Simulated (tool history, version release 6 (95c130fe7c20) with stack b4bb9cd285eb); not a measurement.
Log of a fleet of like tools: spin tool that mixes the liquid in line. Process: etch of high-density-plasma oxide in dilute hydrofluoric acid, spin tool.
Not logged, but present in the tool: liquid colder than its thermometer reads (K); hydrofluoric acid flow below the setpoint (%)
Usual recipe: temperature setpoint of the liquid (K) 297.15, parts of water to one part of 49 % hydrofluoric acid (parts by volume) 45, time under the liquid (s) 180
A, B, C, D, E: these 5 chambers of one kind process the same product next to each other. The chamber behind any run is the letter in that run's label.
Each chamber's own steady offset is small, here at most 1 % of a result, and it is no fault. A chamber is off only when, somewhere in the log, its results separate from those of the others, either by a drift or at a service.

run,hour,temperature setpoint of the liquid (K),parts of water to one part of 49 % hydrofluoric acid (parts by volume),time under the liquid (s),hours since the thermometer was replaced,hours since the hydrofluoric acid flow meter was replaced,"read-back film thickness of the high-density-plasma oxide reference wafer, read on the same gauge (nm)",thickness taken off the high-density-plasma oxide on a monitor wafer (nm)
1C,9.4,297.15,45,180,373.0,521.7,140.03,38.900
2D,16.6,297.15,45,180,638.2,1118.3,139.98,38.590
3A,25.4,297.15,45,180,1436.4,494.5,140.01,38.595
4E,33.4,297.15,45,180,533.7,50.6,140.01,38.157
5B,41.0,294.15,30,180,791.9,223.8,140.00,51.814
6E,47.6,294.15,30,180,547.9,64.8,140.00,52.576
7D,58.7,294.15,30,180,680.3,1160.4,140.00,51.303
8B,67.8,294.15,30,180,818.7,250.6,140.00,51.950
9A,78.2,294.15,30,180,1489.2,547.3,139.96,51.591
10C,90.2,297.15,30,180,453.8,602.5,140.00,59.161
11E,103.0,297.15,30,180,603.3,120.2,140.00,57.975
12C,109.3,297.15,30,180,472.9,621.6,139.98,59.360
13B,115.6,297.15,30,180,866.5,298.4,139.99,58.736
14D,121.8,297.15,30,180,743.4,1223.5,140.03,58.074
15A,127.9,297.15,45,180,1538.9,597.0,140.03,37.495
# hour 132.9: chamber D: thermometer replaced
16A,137.2,297.15,45,180,1548.2,606.3,139.98,37.913
17E,148.3,297.15,45,180,648.6,165.5,139.99,38.119
18B,160.9,297.15,45,180,911.8,343.7,140.02,38.579
19D,172.7,297.15,45,180,39.8,1274.4,139.99,38.283
20C,179.5,297.15,45,180,543.1,691.8,140.01,38.598
21C,188.7,297.15,45,180,552.3,701.0,139.99,38.649
22E,197.8,297.15,45,180,698.1,215.0,139.98,38.084
23A,206.5,297.15,45,245,1617.5,675.6,140.00,50.293
24D,217.6,297.15,45,245,84.7,1319.3,140.02,52.389
25B,223.8,297.15,45,245,974.7,406.6,140.02,53.163
26B,234.5,297.15,45,245,985.4,417.3,140.00,52.843
27C,241.7,297.15,45,245,605.3,754.0,140.00,52.774
28A,251.1,297.15,45,180,1662.1,720.2,140.05,37.077
29D,261.8,297.15,45,180,128.9,1363.5,140.00,38.452
30E,267.6,297.15,45,180,767.9,284.8,139.99,38.588
31E,278.5,297.15,45,180,778.8,295.7,139.98,38.291
32A,290.2,293.15,55,180,1701.2,759.3,139.98,24.919
33B,299.6,293.15,55,180,1050.5,482.4,139.98,26.738
34D,312.1,293.15,55,180,179.2,1413.8,140.01,26.167
35C,320.6,293.15,55,180,684.2,832.9,140.01,26.050
36A,328.4,293.15,55,180,1739.4,797.5,139.98,24.664
37E,339.9,297.15,45,180,840.2,357.1,140.03,38.297
38C,347.6,297.15,45,180,711.2,859.9,140.00,38.837
39D,358.7,297.15,45,180,225.8,1460.4,139.98,38.952
40B,366.2,297.15,45,140,1117.1,549.0,140.00,29.980
41E,377.5,297.15,45,140,877.8,394.7,140.00,29.702
42C,385.3,297.15,45,140,748.9,897.6,140.01,30.132

Next, all 5 chambers run the settings below, one line each with question marks for the results. What does each chamber give?
43A,394.6,297.15,45,180,,,,?
43B,394.6,297.15,45,180,,,,?
43C,394.6,297.15,45,180,,,,?
43D,394.6,297.15,45,180,,,,?
43E,394.6,297.15,45,180,,,,?

run,thickness taken off the high-density-plasma oxide on a monitor wafer (nm)
43A,36.318
43B,39.127
43C,38.251
43D,37.856
43E,38.138
